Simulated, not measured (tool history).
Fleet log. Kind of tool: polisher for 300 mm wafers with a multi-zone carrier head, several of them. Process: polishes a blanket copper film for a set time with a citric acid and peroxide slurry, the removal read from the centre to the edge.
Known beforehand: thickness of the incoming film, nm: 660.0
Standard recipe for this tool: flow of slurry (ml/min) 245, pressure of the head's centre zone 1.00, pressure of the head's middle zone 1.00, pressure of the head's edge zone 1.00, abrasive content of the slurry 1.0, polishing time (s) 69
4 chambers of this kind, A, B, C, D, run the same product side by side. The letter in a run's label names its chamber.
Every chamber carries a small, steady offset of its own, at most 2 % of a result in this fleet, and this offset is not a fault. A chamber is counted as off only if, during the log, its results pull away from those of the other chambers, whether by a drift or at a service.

run	hour	flow of slurry (ml/min)	pressure of the head's centre zone	pressure of the head's middle zone	pressure of the head's edge zone	abrasive content of the slurry	polishing time (s)	film removed at the wafer's centre (nm)	film removed at mid-radius (nm)	film removed at the wafer's edge (nm)
# hour 2.1: chamber A: worn pad replaced by a new one
1D	4.2	245	1.00	1.00	1.00	1.0	69	85.658	85.937	84.094
2C	9.0	245	1.00	1.00	1.00	1.0	69	85.411	84.896	88.682
3B	12.2	245	1.00	1.00	1.00	1.0	69	86.871	86.283	85.764
# hour 16.2: chamber D: worn pad replaced by a new one
4A	16.2	245	1.00	1.00	1.00	1.0	69	85.759	87.948	85.997
# hour 17.3: chamber B: worn pad replaced by a new one
5A	18.9	245	1.00	1.00	1.00	1.0	69	86.266	86.136	85.343
6C	22.4	245	0.91	0.96	1.00	1.0	69	76.425	82.472	85.778
7B	25.1	245	0.91	0.96	1.00	1.0	69	76.652	83.490	87.969
8D	29.7	245	0.91	0.96	1.00	1.0	69	77.837	82.157	86.286
9A	33.6	245	0.91	0.96	1.00	1.0	69	77.276	83.781	87.548
10D	36.8	245	1.00	1.00	0.91	1.0	83	102.620	102.440	98.486
# hour 37.3: chamber C: worn pad replaced by a new one
11B	39.4	245	1.00	1.00	0.91	1.0	83	103.890	104.780	100.750
12C	42.9	245	1.00	1.00	0.91	1.0	83	101.890	103.240	99.792
# hour 43.2: chamber A: worn pad replaced by a new one
13D	47.3	245	1.00	1.00	0.91	1.0	83	104.690	103.140	98.321
14C	51.8	245	1.00	1.00	1.00	1.0	69	83.585	85.343	86.453
15B	54.6	245	1.00	1.04	1.00	0.9	69	82.933	87.583	85.346
16A	57.5	245	1.00	1.04	1.00	0.9	69	83.420	87.892	84.737
17B	60.6	245	1.00	1.04	1.00	0.9	69	84.182	87.621	86.393
# hour 61.7: chamber A: edge zone pressure recalibrated
18D	63.1	245	1.00	1.04	1.00	0.9	69	84.493	86.190	81.836
# hour 65.1: chamber D: worn pad replaced by a new one
19A	67.8	245	1.00	1.00	1.00	1.0	69	87.158	86.737	84.826
20C	72.6	245	1.00	1.00	1.00	1.0	69	84.530	84.145	88.569
21C	77.3	245	0.92	1.05	1.00	1.0	69	77.747	89.484	86.817
22D	81.1	245	0.92	1.05	1.00	1.0	69	79.228	90.690	85.697
23A	84.3	245	0.92	1.05	1.00	1.0	69	78.333	89.540	86.115
# hour 87.1: chamber A: worn pad replaced by a new one
24B	87.8	245	0.92	1.05	1.00	1.0	69	78.465	90.844	87.568
# hour 92.1: chamber B: worn pad replaced by a new one
25B	93.0	245	1.00	1.00	1.00	1.0	69	86.002	84.957	87.711
26A	96.9	245	1.00	1.00	1.00	1.0	69	85.779	85.479	85.820
27D	100.0	245	1.00	1.00	1.00	1.0	69	87.200	85.531	86.120
28C	103.0	245	1.00	1.00	1.00	1.0	69	83.796	86.435	88.219
29B	105.9	245	1.00	1.00	1.00	1.0	69	85.751	86.017	87.210
30C	108.5	245	1.00	1.00	1.00	1.0	69	83.690	85.489	85.995
31D	113.7	245	1.00	1.00	1.00	1.0	69	85.637	86.117	84.595
# hour 115.5: chamber D: worn pad replaced by a new one
32A	118.2	245	1.00	1.00	1.00	1.0	69	84.989	85.211	85.410
33A	121.6	245	1.00	1.00	1.00	1.0	69	86.320	86.850	87.444
34B	124.9	245	1.00	1.00	1.00	1.0	92	114.930	115.150	115.510
# hour 126.6: chamber C: worn pad replaced by a new one
# hour 127.3: chamber A: worn pad replaced by a new one
35C	128.4	245	1.00	1.00	1.00	1.0	92	112.540	114.070	114.170
36D	133.3	245	1.00	1.00	1.00	1.0	92	116.290	115.020	113.390
37D	136.6	245	1.00	1.00	1.00	1.0	92	113.960	114.860	114.480
38C	140.7	245	1.00	1.00	1.00	1.0	69	85.075	86.233	87.758
39A	145.9	245	1.00	1.00	1.00	1.0	69	85.040	87.009	86.659
40B	149.6	245	1.00	1.00	1.00	1.0	69	87.312	85.663	86.243
41B	152.6	245	1.00	1.00	1.00	1.0	69	85.955	86.972	87.524
42C	157.0	245	1.00	1.00	1.00	1.0	69	85.030	86.106	87.197

What goes on in this fleet: one chamber off, a drifting gauge, or nothing beyond the chambers' own small offsets? Name the chamber and the cause, if any.

Beyond each chamber's small constant offset nothing stands out, and the gauge stays steady.

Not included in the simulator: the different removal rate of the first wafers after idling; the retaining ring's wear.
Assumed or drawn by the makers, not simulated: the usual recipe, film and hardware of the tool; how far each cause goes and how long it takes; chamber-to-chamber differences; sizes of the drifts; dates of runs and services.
